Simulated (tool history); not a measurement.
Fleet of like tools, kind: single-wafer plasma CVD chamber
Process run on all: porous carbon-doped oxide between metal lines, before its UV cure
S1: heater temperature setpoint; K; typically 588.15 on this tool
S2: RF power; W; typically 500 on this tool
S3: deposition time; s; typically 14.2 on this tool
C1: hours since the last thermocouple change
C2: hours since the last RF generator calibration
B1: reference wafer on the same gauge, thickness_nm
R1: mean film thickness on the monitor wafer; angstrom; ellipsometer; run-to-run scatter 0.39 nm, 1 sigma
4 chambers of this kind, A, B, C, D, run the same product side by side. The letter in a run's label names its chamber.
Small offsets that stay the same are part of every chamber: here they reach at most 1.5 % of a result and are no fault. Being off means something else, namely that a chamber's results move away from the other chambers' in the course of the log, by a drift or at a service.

run	hour	S1	S2	S3	C1	C2	B1	R1
1A	11.1	588.15	500	14.2	1245.6	1677.4	77.766	718.90
2D	24.9	588.15	500	14.2	579.6	241.4	77.707	718.77
3B	35.7	588.15	500	14.2	788.1	623.0	77.631	729.55
4C	48.8	588.15	500	14.2	1315.9	1411.4	77.487	729.97
5B	55.5	588.15	500	14.2	807.9	642.8	77.627	723.08
6A	61.8	588.15	500	14.2	1296.3	1728.1	77.717	715.32
7D	75.8	588.15	500	14.2	630.5	292.3	77.513	729.99
8C	83.9	588.15	500	14.2	1351.0	1446.5	77.483	726.83
9B	96.1	583.15	500	12.9	848.5	683.4	77.648	674.06
10C	108.6	583.15	500	12.9	1375.7	1471.2	77.640	674.41
11A	115.8	583.15	500	12.9	1350.3	1782.1	77.566	675.11
12D	123.1	583.15	500	12.9	677.8	339.6	77.603	682.17
13A	130.6	588.15	500	14.2	1365.1	1796.9	77.635	715.57
14C	137.9	588.15	500	14.2	1405.0	1500.5	77.595	723.47
15D	148.7	588.15	500	14.2	703.4	365.2	77.509	722.95
16B	162.8	588.15	500	14.2	915.2	750.1	77.658	719.01
17B	172.5	588.15	500	14.2	924.9	759.8	77.506	719.38
18A	182.6	588.15	500	14.2	1417.1	1848.9	77.534	717.78
# hour 188.3: chamber B: RF generator calibrated
19C	190.4	588.15	500	14.2	1457.5	1553.0	77.746	726.63
20D	203.7	588.15	500	14.2	758.4	420.2	77.591	726.55
21B	211.5	588.15	500	14.2	963.9	23.2	77.650	726.07
22D	225.6	588.15	500	14.2	780.3	442.1	77.573	723.52
23A	233.4	588.15	500	14.2	1467.9	1899.7	77.542	716.23
24C	245.2	588.15	500	15.0	1512.3	1607.8	77.630	762.62
25C	253.4	588.15	500	15.0	1520.5	1616.0	77.566	762.15
26D	263.5	588.15	500	15.0	818.2	480.0	77.582	768.87
# hour 268.6: chamber B: thermocouple changed; heater temperature recalibrated
27A	272.9	588.15	500	15.0	1507.4	1939.2	77.603	757.99
28B	283.8	588.15	500	16.7	15.3	95.5	77.568	853.92
29C	293.6	588.15	500	16.7	1560.7	1656.2	77.763	845.90
30A	304.2	588.15	500	16.7	1538.7	1970.5	77.775	840.25
31D	312.7	588.15	500	16.7	867.4	529.2	77.620	850.25
32B	320.9	588.15	500	14.2	52.4	132.6	77.533	722.69
33D	331.1	588.15	500	14.2	885.8	547.6	77.525	724.05
34C	343.9	588.15	500	14.2	1611.0	1706.5	77.632	719.66
35A	353.5	588.15	500	14.2	1588.0	2019.8	77.612	716.69
36B	365.4	598.15	595	14.2	96.9	177.1	77.564	775.55
37B	378.0	598.15	595	14.2	109.5	189.7	77.627	767.74
38C	385.3	598.15	595	14.2	1652.4	1747.9	77.666	774.65
# hour 392.7: chamber C: RF generator calibrated
39A	394.9	598.15	595	14.2	1629.4	2061.2	77.601	769.26
40D	403.5	588.15	500	14.2	958.2	620.0	77.536	724.78
41A	411.9	588.15	500	14.2	1646.4	2078.2	77.659	723.28
42C	419.5	588.15	500	14.2	1686.6	26.8	77.602	730.39

Decide between three cases: one chamber stands off from its peers, the gauge reading all wafers drifts, or nothing is wrong past each chamber's small offset. Where a chamber is off, say which and what most likely put it there.

Nothing is wrong: each chamber keeps only its own small, steady offset and the gauge holds still.
